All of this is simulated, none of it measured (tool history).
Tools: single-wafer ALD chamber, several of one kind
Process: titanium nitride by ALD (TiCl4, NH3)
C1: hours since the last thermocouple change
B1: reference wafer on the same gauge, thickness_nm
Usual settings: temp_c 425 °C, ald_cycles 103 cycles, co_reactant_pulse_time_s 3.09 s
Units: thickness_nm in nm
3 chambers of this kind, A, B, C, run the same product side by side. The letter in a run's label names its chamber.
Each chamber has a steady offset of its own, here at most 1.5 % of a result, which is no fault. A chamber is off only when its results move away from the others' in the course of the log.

run 1A hour=11.3 | temp_c=425 ald_cycles=103 co_reactant_pulse_time_s=3.09 | C1=198.2 | B1=2.6111 | thickness_nm=2.3403
run 2C hour=19.7 | temp_c=425 ald_cycles=103 co_reactant_pulse_time_s=3.09 | C1=1949.5 | B1=2.6108 | thickness_nm=2.3124
run 3B hour=26.2 | temp_c=425 ald_cycles=103 co_reactant_pulse_time_s=3.09 | C1=1086 | B1=2.6103 | thickness_nm=2.3451
-- hour=26.5 chamber C: thermocouple changed; heater temperature recalibrated
run 4A hour=36.7 | temp_c=425 ald_cycles=103 co_reactant_pulse_time_s=3.09 | C1=223.6 | B1=2.6122 | thickness_nm=2.3392
run 5C hour=42.3 | temp_c=425 ald_cycles=103 co_reactant_pulse_time_s=3.09 | C1=15.9 | B1=2.6119 | thickness_nm=2.3134
run 6B hour=48.5 | temp_c=425 ald_cycles=103 co_reactant_pulse_time_s=3.09 | C1=1108.3 | B1=2.6129 | thickness_nm=2.3422
run 7A hour=54.2 | temp_c=425 ald_cycles=103 co_reactant_pulse_time_s=3.09 | C1=241.1 | B1=2.613 | thickness_nm=2.3316
run 8C hour=60.1 | temp_c=425 ald_cycles=103 co_reactant_pulse_time_s=3.09 | C1=33.7 | B1=2.6124 | thickness_nm=2.3167
run 9B hour=69 | temp_c=425 ald_cycles=123 co_reactant_pulse_time_s=3.09 | C1=1128.8 | B1=2.6133 | thickness_nm=2.7962
run 10A hour=77.5 | temp_c=425 ald_cycles=123 co_reactant_pulse_time_s=3.09 | C1=264.4 | B1=2.6143 | thickness_nm=2.795
run 11C hour=88.3 | temp_c=425 ald_cycles=123 co_reactant_pulse_time_s=3.09 | C1=61.9 | B1=2.6145 | thickness_nm=2.7642
run 12B hour=95.6 | temp_c=425 ald_cycles=103 co_reactant_pulse_time_s=3.09 | C1=1155.4 | B1=2.6144 | thickness_nm=2.3409
run 13B hour=105.1 | temp_c=425 ald_cycles=103 co_reactant_pulse_time_s=3.09 | C1=1164.9 | B1=2.6149 | thickness_nm=2.3441
run 14A hour=110.4 | temp_c=425 ald_cycles=103 co_reactant_pulse_time_s=3.09 | C1=297.3 | B1=2.6146 | thickness_nm=2.3438
run 15C hour=120 | temp_c=425 ald_cycles=103 co_reactant_pulse_time_s=3.09 | C1=93.6 | B1=2.6149 | thickness_nm=2.3218
run 16A hour=126.2 | temp_c=425 ald_cycles=103 co_reactant_pulse_time_s=3.09 | C1=313.1 | B1=2.616 | thickness_nm=2.3374
run 17B hour=132.6 | temp_c=425 ald_cycles=103 co_reactant_pulse_time_s=3.09 | C1=1192.4 | B1=2.6166 | thickness_nm=2.3437
run 18C hour=139.3 | temp_c=425 ald_cycles=103 co_reactant_pulse_time_s=3.09 | C1=112.9 | B1=2.6169 | thickness_nm=2.3162
run 19C hour=148.1 | temp_c=412 ald_cycles=103 co_reactant_pulse_time_s=3.09 | C1=121.7 | B1=2.6178 | thickness_nm=2.317
run 20A hour=153.2 | temp_c=412 ald_cycles=103 co_reactant_pulse_time_s=3.09 | C1=340.1 | B1=2.6178 | thickness_nm=2.3371
run 21B hour=158.7 | temp_c=412 ald_cycles=103 co_reactant_pulse_time_s=3.09 | C1=1218.5 | B1=2.6175 | thickness_nm=2.3423
run 22A hour=167.4 | temp_c=425 ald_cycles=103 co_reactant_pulse_time_s=3.09 | C1=354.3 | B1=2.6186 | thickness_nm=2.3401
run 23C hour=178.8 | temp_c=425 ald_cycles=103 co_reactant_pulse_time_s=3.09 | C1=152.4 | B1=2.6191 | thickness_nm=2.3209
run 24B hour=189.7 | temp_c=425 ald_cycles=103 co_reactant_pulse_time_s=3.09 | C1=1249.5 | B1=2.6188 | thickness_nm=2.3516
run 25C hour=195.4 | temp_c=425 ald_cycles=103 co_reactant_pulse_time_s=3.09 | C1=169 | B1=2.6191 | thickness_nm=2.3206
run 26A hour=205.3 | temp_c=425 ald_cycles=123 co_reactant_pulse_time_s=3.09 | C1=392.2 | B1=2.6207 | thickness_nm=2.8012
run 27B hour=213 | temp_c=425 ald_cycles=123 co_reactant_pulse_time_s=3.09 | C1=1272.8 | B1=2.6206 | thickness_nm=2.802
run 28A hour=219.4 | temp_c=425 ald_cycles=123 co_reactant_pulse_time_s=3.09 | C1=406.3 | B1=2.6203 | thickness_nm=2.7988
run 29B hour=231 | temp_c=420 ald_cycles=91 co_reactant_pulse_time_s=3.09 | C1=1290.8 | B1=2.6208 | thickness_nm=2.0755

What goes on in this fleet: one chamber off, a drifting gauge, or nothing beyond the chambers' own small offsets? Name the chamber and the cause, if any.

The gauge drifts, so all chambers seem to drift together. No chamber is off.
Cause: gauge reads high (%) = 0.447.

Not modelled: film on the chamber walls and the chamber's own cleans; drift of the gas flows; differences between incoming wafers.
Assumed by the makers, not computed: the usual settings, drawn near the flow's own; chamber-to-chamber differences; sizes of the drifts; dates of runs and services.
